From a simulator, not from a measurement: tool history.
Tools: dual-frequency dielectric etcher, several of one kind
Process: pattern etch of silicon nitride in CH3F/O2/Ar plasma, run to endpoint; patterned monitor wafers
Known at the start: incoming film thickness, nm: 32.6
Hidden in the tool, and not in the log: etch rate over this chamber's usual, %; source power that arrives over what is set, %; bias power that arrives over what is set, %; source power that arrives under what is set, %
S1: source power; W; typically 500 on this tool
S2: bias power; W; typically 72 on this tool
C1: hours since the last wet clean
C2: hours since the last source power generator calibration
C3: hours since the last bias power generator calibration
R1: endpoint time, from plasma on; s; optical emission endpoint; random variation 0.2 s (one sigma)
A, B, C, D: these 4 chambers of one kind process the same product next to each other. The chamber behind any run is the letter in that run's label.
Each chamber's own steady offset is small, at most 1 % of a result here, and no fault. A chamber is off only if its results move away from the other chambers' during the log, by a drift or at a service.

run	day	S1	S2	C1	C2	C3	R1
1D	0.129	500	72	334.2	3528.6	1298.7	42.959
2A	0.267	500	72	24.2	4228.1	1742.4	43.177
3C	0.438	500	72	62.1	2369.7	2360.8	42.979
4B	0.571	500	72	97.9	255.6	497	42.597
5A	0.742	500	72	35.6	4239.5	1753.8	43.019
6B	0.892	500	72	105.6	263.3	504.7	43.15
7D	1.046	500	72	356.2	3550.6	1320.7	43.051
8C	1.25	500	72	81.6	2389.2	2380.3	43.369
9C	1.375	500	72	84.6	2392.2	2383.3	43.45
10A	1.629	500	72	56.9	4260.8	1775.1	42.67
11B	1.879	500	72	129.3	287	528.4	43.187
12D	2.075	500	72	380.9	3575.3	1345.4	42.849
13B	2.308	500	72	139.6	297.3	538.7	42.91
14A	2.517	500	72	78.2	4282.1	1796.4	43.217
15C	2.783	500	72	118.4	2426	2417.1	43.484
# day 2.971: chamber D: wet clean of the chamber
16D	2.975	500	72	0.2	3596.9	1367	43.022
17A	3.233	500	72	95.4	4299.3	1813.6	42.658
18D	3.412	500	72	10.7	3607.4	1377.5	42.576
19C	3.571	420	59	137.3	2444.9	2436	49.815
20B	3.804	420	59	175.5	333.2	574.6	48.167
21D	3.95	420	59	23.6	3620.3	1390.4	49.282
22A	4.104	420	59	116.3	4320.2	1834.5	49.005
23C	4.371	500	72	156.5	2464.1	2455.2	43.57
24B	4.592	500	72	194.4	352.1	593.5	41.305
25A	4.738	500	72	131.5	4335.4	1849.7	42.821
26B	4.946	590	72	202.9	360.6	602	38.503
27C	5.175	590	72	175.8	2483.4	2474.5	40.724
28D	5.346	590	72	57.1	3653.8	1423.9	40.398
29A	5.483	590	72	149.4	4353.3	1867.6	40.38

All 4 chambers run these settings next. Forecast each chamber's results:
30A	5.679	450	72				?
30B	5.679	450	72				?
30C	5.679	450	72				?
30D	5.679	450	72				?

run	R1
30A	44.508
30B	42.449
30C	45.255
30D	45.069
